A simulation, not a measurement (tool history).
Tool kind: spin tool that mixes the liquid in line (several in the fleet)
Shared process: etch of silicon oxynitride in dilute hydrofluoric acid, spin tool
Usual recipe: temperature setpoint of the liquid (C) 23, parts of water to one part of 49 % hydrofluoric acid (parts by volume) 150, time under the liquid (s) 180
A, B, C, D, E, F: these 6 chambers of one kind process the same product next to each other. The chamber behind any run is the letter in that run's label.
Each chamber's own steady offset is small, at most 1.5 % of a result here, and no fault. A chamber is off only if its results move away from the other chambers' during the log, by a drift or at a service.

run	day	temperature setpoint of the liquid (C)	parts of water to one part of 49 % hydrofluoric acid (parts by volume)	time under the liquid (s)	hours since the thermometer was replaced	hours since the hydrofluoric acid flow meter was replaced	read-back film thickness of the silicon oxynitride reference wafer, read on the same gauge (nm)	thickness taken off the silicon oxynitride on a monitor wafer (nm)
1F	0.238	23	150	180	337	1133.3	120.01	2.7912
2A	0.562	23	150	180	2054.9	249	119.99	2.8359
3C	0.942	23	150	180	581.6	504.6	120.02	2.8732
4B	1.158	23	150	180	1929.4	93.9	119.97	2.7751
5E	1.479	23	185	180	535.6	348.3	119.98	2.2212
6D	1.746	23	185	180	507.8	342.9	120	2.2149
7C	2.05	23	185	180	608.2	531.2	119.98	2.2362
8B	2.442	23	185	180	1960.2	124.7	120	2.194
9D	2.762	23	185	180	532.2	367.3	119.99	2.2077
10F	3.158	23	185	180	407.1	1203.4	120.02	2.2206
# day 3.438: chamber C: hydrofluoric acid flow meter replaced
11A	3.558	23	150	180	2126.8	320.9	120.01	2.7733
12E	3.842	23	150	180	592.3	405	120	2.849
13A	4.208	23	150	180	2142.4	336.5	119.98	2.8182
# day 4.462: chamber F: hydrofluoric acid flow meter replaced
14C	4.517	23	150	180	667.4	25.9	120.01	2.7882
15B	4.8	23	150	180	2016.8	181.3	120.01	2.8427
16D	5.029	23	150	180	586.6	421.7	119.99	2.7899
17E	5.342	23	150	180	628.3	441	120.01	2.8379
18F	5.746	23	100	80	469.2	30.9	120	1.9204
19D	6.008	23	100	80	610.1	445.2	119.99	1.9993
20C	6.188	23	100	80	707.5	66	120.02	1.9999
21E	6.529	23	100	80	656.8	469.5	119.98	1.9663
22F	6.925	23	100	80	497.5	59.2	119.97	1.9169
23B	7.188	23	100	80	2074.1	238.6	119.99	1.9434
24A	7.396	23	150	180	2218.9	413	120.01	2.7726
25B	7.792	23	150	180	2088.6	253.1	120.03	2.7977
26E	8.092	19	150	180	694.3	507	119.97	2.343
27A	8.417	19	150	180	2243.4	437.5	120	2.2841
28C	8.821	19	150	180	770.7	129.2	120.01	2.4318
29D	9.104	19	150	180	684.4	519.5	120.02	2.3668
30F	9.383	19	150	180	556.5	118.2	120.02	2.2965
31B	9.775	19	150	180	2136.2	300.7	120	2.3574
# day 9.804: chamber D: thermometer replaced
32D	10.046	23	150	180	5.8	542.1	119.97	2.8223
33C	10.392	23	150	180	808.4	166.9	119.99	2.9747
34A	10.788	23	150	180	2300.3	494.4	119.98	2.8029
35F	11.146	23	150	180	598.8	160.5	119.98	2.7922
36E	11.512	23	150	180	776.4	589.1	120.01	2.8664
37E	11.858	23	150	180	784.7	597.4	120.02	2.8516
38D	12.204	23	150	180	57.6	593.9	120	2.8323
39C	12.571	23	150	180	860.7	219.2	120	3.0487
# day 12.617: chamber A: hydrofluoric acid flow meter replaced
40F	12.958	23	150	180	642.3	204	120.01	2.8832
41A	13.171	23	150	180	2357.5	13.3	119.99	2.8489
42B	13.438	23	150	180	2224.1	388.6	120	2.7656
43D	13.688	23	150	180	93.2	629.5	119.97	2.8242
44E	13.871	23	150	180	833	645.7	119.98	2.8007

Next, every chamber runs the same settings. What will each give?
45A	14.162	25.5	150	180				?
45B	14.162	25.5	150	180				?
45C	14.162	25.5	150	180				?
45D	14.162	25.5	150	180				?
45E	14.162	25.5	150	180				?
45F	14.162	25.5	150	180				?

run	thickness taken off the silicon oxynitride on a monitor wafer (nm)
45A	3.1366
45B	3.129
45C	3.4159
45D	3.1055
45E	3.2684
45F	3.126

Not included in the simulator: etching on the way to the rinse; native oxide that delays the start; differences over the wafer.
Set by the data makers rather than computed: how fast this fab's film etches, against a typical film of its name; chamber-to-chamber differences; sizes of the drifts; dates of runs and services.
